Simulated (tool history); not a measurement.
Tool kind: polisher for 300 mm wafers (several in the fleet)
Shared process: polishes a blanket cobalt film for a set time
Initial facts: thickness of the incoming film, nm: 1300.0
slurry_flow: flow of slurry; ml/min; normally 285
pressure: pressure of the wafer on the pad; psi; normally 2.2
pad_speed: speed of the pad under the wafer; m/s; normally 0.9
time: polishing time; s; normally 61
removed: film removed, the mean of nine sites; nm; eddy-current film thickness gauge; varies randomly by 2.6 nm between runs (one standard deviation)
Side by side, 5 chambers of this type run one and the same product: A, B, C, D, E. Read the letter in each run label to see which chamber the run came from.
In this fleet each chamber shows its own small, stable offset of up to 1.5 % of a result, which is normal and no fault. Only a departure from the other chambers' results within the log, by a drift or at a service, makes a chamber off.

run	hour	slurry_flow	pressure	pad_speed	time	wafers polished on this pad	hours since the slurry nozzle was cleaned	hours since the head pressure was calibrated	removed
# hour 3.3: chamber E: slurry nozzle cleaned
1A	3.9	285	2.2	0.9	61	381	627.3	563.5	308.47
2D	8.6	285	2.2	0.9	61	241	113.6	677.5	310.32
3E	12.1	285	2.2	0.9	61	485	8.8	372.5	303.92
4B	15.3	285	2.2	0.9	61	1156	60.8	1157.7	302.81
5C	19.2	285	2.2	0.9	61	865	346.4	349.5	306.43
6B	22.3	285	2.2	0.9	61	1221	67.8	1164.7	310.91
# hour 23.5: chamber B: worn pad replaced by a new one
# hour 23.6: chamber E: head pressure recalibrated
7C	25.0	285	2.2	0.9	61	918	352.2	355.3	308.60
# hour 27.8: chamber B: head pressure recalibrated
8A	30.8	285	2.2	0.9	61	630	654.2	590.4	302.58
9E	36.3	285	2.2	0.9	61	709	33.0	12.8	306.74
10D	40.4	285	2.2	0.9	61	535	145.4	709.3	303.37
11B	43.1	350	2.8	0.9	61	181	88.6	15.3	401.19
12E	47.7	350	2.8	0.9	61	814	44.4	24.2	390.21
13D	51.5	350	2.8	0.9	61	637	156.5	720.4	398.43
14A	54.2	350	2.8	0.9	61	846	677.6	613.8	400.44
# hour 56.5: chamber D: worn pad replaced by a new one
15C	58.8	350	2.8	0.9	61	1230	386.0	389.1	388.08
16C	62.2	285	2.2	0.9	61	1262	389.4	392.5	297.01
# hour 65.1: chamber E: worn pad replaced by a new one
17D	68.2	285	2.2	0.9	61	108	173.2	737.1	305.33
18A	73.2	285	2.2	0.9	61	1021	696.6	632.8	304.91
19E	76.1	285	2.2	0.9	61	102	72.8	52.6	305.58
20B	78.7	285	2.2	0.9	61	510	124.2	50.9	310.20
21C	82.6	285	2.2	0.9	61	1450	409.8	412.9	292.39
# hour 84.8: chamber A: slurry nozzle cleaned
22A	85.8	285	2.8	0.9	61	1138	1.1	645.4	388.46
23B	88.6	285	2.8	0.9	61	602	134.1	60.8	383.58
24E	93.2	285	2.8	0.9	61	260	89.9	69.7	384.04
25D	96.2	285	2.8	0.9	61	367	201.2	765.1	387.69
# hour 99.4: chamber A: worn pad replaced by a new one
26B	100.9	285	2.8	0.9	61	715	146.4	73.1	392.20
27C	103.4	285	2.2	0.9	61	1642	430.6	433.7	288.90
28E	108.3	285	2.2	0.9	61	399	105.0	84.8	304.88
29D	112.0	285	2.2	0.9	61	513	217.0	780.9	304.75
30A	115.2	285	2.2	0.9	61	146	30.5	674.8	305.94
31D	119.8	285	2.2	0.9	61	585	224.8	788.7	303.41
32E	123.3	285	2.2	0.9	61	538	120.0	99.8	303.20

Which is it: a chamber that has drifted or been left off by a service, a gauge drift common to all chambers, or only each chamber's usual small offset? If a chamber is off, name it and its likeliest cause.

Chamber C drifts away from the others.
Most likely cause: removal rate lost through wear of the pad, % = 7.91.
The log may not separate it from: head's pressure below its setpoint, %.

Below are 4 candidate recipes for chamber C's next run, each the usual settings with a change, their results shown as question marks. Which of them brings C's results back in line with what the other chambers give on the usual settings?
Counts as in line when no further than this from what the other chambers average on the usual settings: removed 9.20 nm
33C-1	127.5	285	2.2	0.90	60				?
33C-2	127.5	285	2.1	0.88	60				?
33C-3	127.5	285	2.2	0.90	62				?
33C-4	127.5	285	2.2	0.94	63				?

On the usual settings, the other chambers give on average: removed 306.01 nm
run	removed
33C-1	279.24
33C-2	260.71
33C-3	288.55
33C-4	306.26
With 33C-4, the chamber falls back in line with the rest.

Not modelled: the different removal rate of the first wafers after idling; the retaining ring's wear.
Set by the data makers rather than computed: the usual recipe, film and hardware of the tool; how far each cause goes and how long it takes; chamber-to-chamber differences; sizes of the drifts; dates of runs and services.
